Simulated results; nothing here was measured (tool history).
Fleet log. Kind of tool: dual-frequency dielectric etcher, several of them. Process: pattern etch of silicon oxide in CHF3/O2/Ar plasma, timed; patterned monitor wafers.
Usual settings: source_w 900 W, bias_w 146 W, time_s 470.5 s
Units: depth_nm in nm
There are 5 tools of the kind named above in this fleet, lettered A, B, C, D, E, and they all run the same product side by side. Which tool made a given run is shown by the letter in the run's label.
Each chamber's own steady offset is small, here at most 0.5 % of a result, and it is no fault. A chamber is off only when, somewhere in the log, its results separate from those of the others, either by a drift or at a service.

run   hour  source_w  bias_w  time_s  read-back reference wafer on the same gauge, depth_nm  depth_nm
 1C    2.5       900     146   470.5                                                 950.81   1016.20
 2E    6.3       900     146   470.5                                                 949.95   1007.10
 3A    8.4       900     146   470.5                                                 949.67   1012.30
 4D   12.1       900     146   470.5                                                 950.20   1019.20
 5B   16.2       900     146   470.5                                                 951.32   1012.30
 6A   19.8       900     146   470.5                                                 950.58   1019.10
 7E   22.4       900     146   470.5                                                 948.84   1010.80
 8D   25.9       900     146   470.5                                                 949.97   1019.60
      26.8  -- chamber E: wet clean of the chamber
 9C   29.5       900     146   470.5                                                 950.62   1011.60
10B   31.8       900     146   470.5                                                 950.37   1012.90
11A   34.6       900     146   470.5                                                 951.00   1013.70
12E   38.2       900     146   470.5                                                 949.66   1010.40
13B   40.8       900     146   470.5                                                 949.63   1019.70
14D   43.3       900     146   470.5                                                 949.22   1009.80
15C   46.1       900     146   470.5                                                 950.09   1019.30
16A   50.3       900     146   470.5                                                 950.06   1015.70
17E   53.5       900     146   470.5                                                 949.34   1017.50
18C   57.0       900     146   470.5                                                 951.28   1011.80
19B   59.3       900     146   470.5                                                 949.59   1015.70
      62.9  -- chamber B: wet clean of the chamber
20D   63.4       900     146   470.5                                                 949.60   1014.70
21E   67.2       900     146   470.5                                                 950.79   1013.20
22D   70.3       900     146   470.5                                                 950.28   1010.60
23C   73.0       900     146   470.5                                                 950.04   1007.00
24B   76.1       900     146   470.5                                                 949.92    960.78
25A   78.7       780     146   470.5                                                 950.44    957.86
26A   82.1       780     146   470.5                                                 949.11    955.79
27E   85.6       780     146   470.5                                                 950.04    960.89
28C   87.4       780     146   470.5                                                 950.18    955.74
29B   89.7       780     146   470.5                                                 949.46    902.46
30D   92.3       900     146   470.5                                                 950.04   1014.50
31E   94.9       900     146   470.5                                                 950.07   1014.00
32C   98.2       900     146   470.5                                                 949.60   1017.00
33D  100.5       900     146   470.5                                                 949.79   1021.20
34B  104.7      1100     146   565.5                                                 950.46   1246.40
     107.7  -- chamber A: wet clean of the chamber
35A  108.5      1100     146   565.5                                                 949.96   1311.40
36E  111.7      1100     146   565.5                                                 950.33   1320.40
37C  115.0      1100     146   565.5                                                 950.37   1323.20
38A  117.9      1100     146   565.5                                                 950.57   1319.10
39D  121.4       900     130   470.5                                                 950.72    984.41
40B  123.3       900     130   470.5                                                 950.42    929.83
41D  125.3       900     130   470.5                                                 949.76    978.39

Predict what each chamber gives when all 5 of them run the settings below next.
42A  128.3       900     135   470.5                                                                ?
42B  128.3       900     135   470.5                                                                ?
42C  128.3       900     135   470.5                                                                ?
42D  128.3       900     135   470.5                                                                ?
42E  128.3       900     135   470.5                                                                ?

run  depth_nm
42A    988.24
42B    936.11
42C    993.76
42D    989.48
42E    985.15
